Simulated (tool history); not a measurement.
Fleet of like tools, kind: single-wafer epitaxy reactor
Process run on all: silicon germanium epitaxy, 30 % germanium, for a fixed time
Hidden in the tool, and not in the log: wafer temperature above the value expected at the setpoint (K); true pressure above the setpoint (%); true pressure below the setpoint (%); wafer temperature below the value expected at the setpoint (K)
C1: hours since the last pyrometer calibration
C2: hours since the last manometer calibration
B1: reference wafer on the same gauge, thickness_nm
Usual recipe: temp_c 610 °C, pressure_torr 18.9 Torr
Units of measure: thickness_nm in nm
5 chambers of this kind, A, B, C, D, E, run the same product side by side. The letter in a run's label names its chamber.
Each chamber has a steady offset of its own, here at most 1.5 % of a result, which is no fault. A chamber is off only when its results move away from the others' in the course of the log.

Run 1E, day 0.15: usual settings; C1 966.7; C2 2480.4; B1 73.869. Result: thickness_nm 69.034 nm.
Run 2C, day 0.388: usual settings; C1 1957.3; C2 905.4; B1 73.898. Result: thickness_nm 70.056 nm.
Run 3B, day 0.533: usual settings; C1 147.1; C2 1809.7; B1 73.864. Result: thickness_nm 69.351 nm.
Run 4D, day 0.696: usual settings; C1 506.4; C2 826.5; B1 73.87. Result: thickness_nm 68.955 nm.
Run 5A, day 0.838: usual settings but pressure_torr 20.8 Torr; C1 62.3; C2 388.5; B1 73.828. Result: thickness_nm 72.198 nm.
Run 6D, day 0.979: usual settings but pressure_torr 20.8 Torr; C1 513.2; C2 833.3; B1 73.831. Result: thickness_nm 71.69 nm.
Run 7A, day 1.133: usual settings but pressure_torr 20.8 Torr; C1 69.4; C2 395.6; B1 73.822. Result: thickness_nm 72.159 nm.
Run 8B, day 1.267: usual settings but pressure_torr 20.8 Torr; C1 164.7; C2 1827.3; B1 73.805. Result: thickness_nm 72.006 nm.
Run 9E, day 1.496: usual settings but pressure_torr 20.8 Torr; C1 999; C2 2512.7; B1 73.769. Result: thickness_nm 71.762 nm.
Run 10C, day 1.708: usual settings; C1 1989; C2 937.1; B1 73.759. Result: thickness_nm 69.661 nm.
Run 11A, day 1.888: usual settings; C1 87.5; C2 413.7; B1 73.776. Result: thickness_nm 69.446 nm.
Run 12C, day 2.054: usual settings; C1 1997.3; C2 945.4; B1 73.745. Result: thickness_nm 69.8 nm.
Run 13E, day 2.171: usual settings; C1 1015.2; C2 2528.9; B1 73.746. Result: thickness_nm 69.003 nm.
Run 14D, day 2.383: usual settings; C1 546.9; C2 867; B1 73.735. Result: thickness_nm 68.765 nm.
Run 15B, day 2.571: usual settings; C1 196; C2 1858.6; B1 73.714. Result: thickness_nm 69.34 nm.
Run 16A, day 2.717: usual settings but temp_c 621 °C; C1 107.4; C2 433.6; B1 73.682. Result: thickness_nm 84.119 nm.
Run 17D, day 2.962: usual settings but temp_c 621 °C; C1 560.8; C2 880.9; B1 73.714. Result: thickness_nm 83.585 nm.
Run 18B, day 3.208: usual settings but temp_c 621 °C; C1 211.3; C2 1873.9; B1 73.686. Result: thickness_nm 84.087 nm.
Run 19E, day 3.383: usual settings but temp_c 621 °C; C1 1044.3; C2 2558; B1 73.666. Result: thickness_nm 83.671 nm.
Run 20C, day 3.567: usual settings but temp_c 621 °C; C1 2033.6; C2 981.7; B1 73.659. Result: thickness_nm 84.654 nm.
Run 21D, day 3.729: usual settings; C1 579.2; C2 899.3; B1 73.635. Result: thickness_nm 68.879 nm.
Run 22B, day 3.904: usual settings; C1 228; C2 1890.6; B1 73.64. Result: thickness_nm 69.566 nm.
Run 23E, day 4.142: usual settings; C1 1062.5; C2 2576.2; B1 73.616. Result: thickness_nm 68.845 nm.
Run 24A, day 4.412: usual settings; C1 148.1; C2 474.3; B1 73.593. Result: thickness_nm 69.267 nm.
Run 25C, day 4.638: usual settings; C1 2059.3; C2 1007.4; B1 73.576. Result: thickness_nm 69.56 nm.
Run 26E, day 4.892: usual settings; C1 1080.5; C2 2594.2; B1 73.55. Result: thickness_nm 68.71 nm.
Run 27B, day 5.129: usual settings but pressure_torr 17.3 Torr; C1 257.4; C2 1920; B1 73.546. Result: thickness_nm 66.79 nm.
Run 28A, day 5.346: usual settings but pressure_torr 17.3 Torr; C1 170.5; C2 496.7; B1 73.525. Result: thickness_nm 66.958 nm.
Run 29C, day 5.5: usual settings but pressure_torr 17.3 Torr; C1 2080; C2 1028.1; B1 73.51. Result: thickness_nm 67.233 nm.
Run 30D, day 5.642: usual settings but pressure_torr 17.3 Torr; C1 625.1; C2 945.2; B1 73.525. Result: thickness_nm 66.51 nm.
Run 31A, day 5.896: usual settings but pressure_torr 17.3 Torr; C1 183.7; C2 509.9; B1 73.489. Result: thickness_nm 66.95 nm.
Run 32B, day 6.117: usual settings but temp_c 624 °C; C1 281.1; C2 1943.7; B1 73.471. Result: thickness_nm 88.392 nm.
Run 33C, day 6.288: usual settings but temp_c 624 °C; C1 2098.9; C2 1047; B1 73.464. Result: thickness_nm 89.15 nm.
At day 6.412: chamber E: pyrometer calibrated.
Run 34E, day 6.533: usual settings but temp_c 624 °C; C1 3; C2 2633.6; B1 73.434. Result: thickness_nm 87.853 nm.

Which is it: a chamber that has drifted or been left off by a service, a gauge drift common to all chambers, or only each chamber's usual small offset? If a chamber is off, name it and its likeliest cause.

The shared gauge is drifting. All chambers look as if they move in step, but none is off.
What lies behind it: gauge reads low (%) = 0.629.
